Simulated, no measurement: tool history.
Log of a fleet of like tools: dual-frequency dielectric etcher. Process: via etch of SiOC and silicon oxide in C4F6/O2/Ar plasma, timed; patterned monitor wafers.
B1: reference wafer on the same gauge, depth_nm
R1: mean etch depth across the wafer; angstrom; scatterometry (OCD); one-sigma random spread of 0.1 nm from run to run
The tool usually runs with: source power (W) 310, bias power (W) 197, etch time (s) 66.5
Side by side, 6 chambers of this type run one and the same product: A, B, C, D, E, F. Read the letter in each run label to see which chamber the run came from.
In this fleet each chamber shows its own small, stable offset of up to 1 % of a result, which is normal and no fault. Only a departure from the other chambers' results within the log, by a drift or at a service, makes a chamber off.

run 1B hour=5.8 | source_power_(W)=310 bias_power_(W)=197 etch_time_(s)=66.5 | B1=74.797 | R1=703.68
run 2F hour=14.3 | source_power_(W)=310 bias_power_(W)=197 etch_time_(s)=66.5 | B1=74.820 | R1=706.96
run 3C hour=24.4 | source_power_(W)=310 bias_power_(W)=197 etch_time_(s)=66.5 | B1=74.831 | R1=693.78
run 4D hour=34.2 | source_power_(W)=310 bias_power_(W)=197 etch_time_(s)=66.5 | B1=74.835 | R1=706.93
run 5E hour=39.4 | source_power_(W)=310 bias_power_(W)=197 etch_time_(s)=66.5 | B1=74.859 | R1=698.48
run 6A hour=50.4 | source_power_(W)=310 bias_power_(W)=197 etch_time_(s)=85.0 | B1=74.841 | R1=898.87
run 7B hour=55.6 | source_power_(W)=310 bias_power_(W)=197 etch_time_(s)=85.0 | B1=74.888 | R1=903.00
run 8A hour=66.0 | source_power_(W)=310 bias_power_(W)=197 etch_time_(s)=85.0 | B1=74.872 | R1=899.84
-- hour=69.1 chamber D: wet clean of the chamber
-- hour=72.1 chamber A: wet clean of the chamber
run 9E hour=75.7 | source_power_(W)=310 bias_power_(W)=197 etch_time_(s)=85.0 | B1=74.893 | R1=893.76
run 10D hour=84.8 | source_power_(W)=310 bias_power_(W)=197 etch_time_(s)=85.0 | B1=74.951 | R1=903.07
-- hour=88.2 chamber B: wet clean of the chamber
run 11C hour=89.8 | source_power_(W)=310 bias_power_(W)=197 etch_time_(s)=85.0 | B1=74.933 | R1=889.20
run 12F hour=96.7 | source_power_(W)=310 bias_power_(W)=164 etch_time_(s)=66.5 | B1=74.931 | R1=664.63
-- hour=102.3 chamber C: bias power generator calibrated
-- hour=104.0 chamber D: bias power generator calibrated
run 13C hour=106.3 | source_power_(W)=310 bias_power_(W)=164 etch_time_(s)=66.5 | B1=74.929 | R1=655.26
run 14D hour=116.0 | source_power_(W)=310 bias_power_(W)=164 etch_time_(s)=66.5 | B1=74.974 | R1=666.23
run 15A hour=125.2 | source_power_(W)=310 bias_power_(W)=164 etch_time_(s)=66.5 | B1=74.944 | R1=663.72
run 16E hour=133.3 | source_power_(W)=310 bias_power_(W)=164 etch_time_(s)=66.5 | B1=74.978 | R1=658.39
run 17F hour=144.0 | source_power_(W)=310 bias_power_(W)=164 etch_time_(s)=66.5 | B1=75.016 | R1=666.64
run 18B hour=148.9 | source_power_(W)=310 bias_power_(W)=197 etch_time_(s)=66.5 | B1=74.978 | R1=709.15
-- hour=157.8 chamber E: wet clean of the chamber
run 19F hour=158.2 | source_power_(W)=310 bias_power_(W)=197 etch_time_(s)=66.5 | B1=74.987 | R1=708.34
run 20D hour=163.9 | source_power_(W)=310 bias_power_(W)=197 etch_time_(s)=66.5 | B1=75.002 | R1=707.28
run 21E hour=170.9 | source_power_(W)=310 bias_power_(W)=197 etch_time_(s)=66.5 | B1=75.031 | R1=700.30
run 22B hour=179.3 | source_power_(W)=310 bias_power_(W)=197 etch_time_(s)=66.5 | B1=75.036 | R1=710.00
run 23C hour=187.1 | source_power_(W)=310 bias_power_(W)=156 etch_time_(s)=66.5 | B1=75.065 | R1=646.40
run 24A hour=194.1 | source_power_(W)=310 bias_power_(W)=156 etch_time_(s)=66.5 | B1=75.071 | R1=655.55
run 25D hour=202.4 | source_power_(W)=310 bias_power_(W)=156 etch_time_(s)=66.5 | B1=75.053 | R1=655.24
run 26B hour=210.4 | source_power_(W)=310 bias_power_(W)=156 etch_time_(s)=66.5 | B1=75.098 | R1=656.07
run 27E hour=217.9 | source_power_(W)=310 bias_power_(W)=156 etch_time_(s)=66.5 | B1=75.088 | R1=646.87
run 28C hour=226.3 | source_power_(W)=310 bias_power_(W)=156 etch_time_(s)=66.5 | B1=75.085 | R1=645.86
run 29A hour=232.1 | source_power_(W)=310 bias_power_(W)=197 etch_time_(s)=66.5 | B1=75.092 | R1=703.79
run 30F hour=239.9 | source_power_(W)=310 bias_power_(W)=197 etch_time_(s)=66.5 | B1=75.134 | R1=712.26
run 31C hour=246.7 | source_power_(W)=310 bias_power_(W)=197 etch_time_(s)=66.5 | B1=75.131 | R1=698.36
run 32E hour=257.3 | source_power_(W)=310 bias_power_(W)=197 etch_time_(s)=66.5 | B1=75.147 | R1=702.69
run 33D hour=266.1 | source_power_(W)=240 bias_power_(W)=197 etch_time_(s)=53.5 | B1=75.140 | R1=517.13
run 34A hour=273.7 | source_power_(W)=240 bias_power_(W)=197 etch_time_(s)=53.5 | B1=75.178 | R1=515.31
run 35B hour=278.5 | source_power_(W)=240 bias_power_(W)=197 etch_time_(s)=53.5 | B1=75.183 | R1=515.70
run 36F hour=285.8 | source_power_(W)=240 bias_power_(W)=197 etch_time_(s)=53.5 | B1=75.212 | R1=518.55
run 37C hour=293.4 | source_power_(W)=240 bias_power_(W)=197 etch_time_(s)=53.5 | B1=75.214 | R1=508.88
run 38B hour=301.9 | source_power_(W)=240 bias_power_(W)=197 etch_time_(s)=53.5 | B1=75.202 | R1=516.67
run 39E hour=309.6 | source_power_(W)=370 bias_power_(W)=181 etch_time_(s)=66.5 | B1=75.209 | R1=731.14
run 40A hour=315.4 | source_power_(W)=370 bias_power_(W)=181 etch_time_(s)=66.5 | B1=75.235 | R1=737.88

Predict what each chamber gives when all 6 of them run the settings below next.
run 41A hour=323.4 | source_power_(W)=340 bias_power_(W)=197 etch_time_(s)=66.5 | R1=?
run 41B hour=323.4 | source_power_(W)=340 bias_power_(W)=197 etch_time_(s)=66.5 | R1=?
run 41C hour=323.4 | source_power_(W)=340 bias_power_(W)=197 etch_time_(s)=66.5 | R1=?
run 41D hour=323.4 | source_power_(W)=340 bias_power_(W)=197 etch_time_(s)=66.5 | R1=?
run 41E hour=323.4 | source_power_(W)=340 bias_power_(W)=197 etch_time_(s)=66.5 | R1=?
run 41F hour=323.4 | source_power_(W)=340 bias_power_(W)=197 etch_time_(s)=66.5 | R1=?

run=41A R1=731.19
run=41B R1=737.78
run=41C R1=722.79
run=41D R1=735.85
run=41E R1=726.00
run=41F R1=736.55
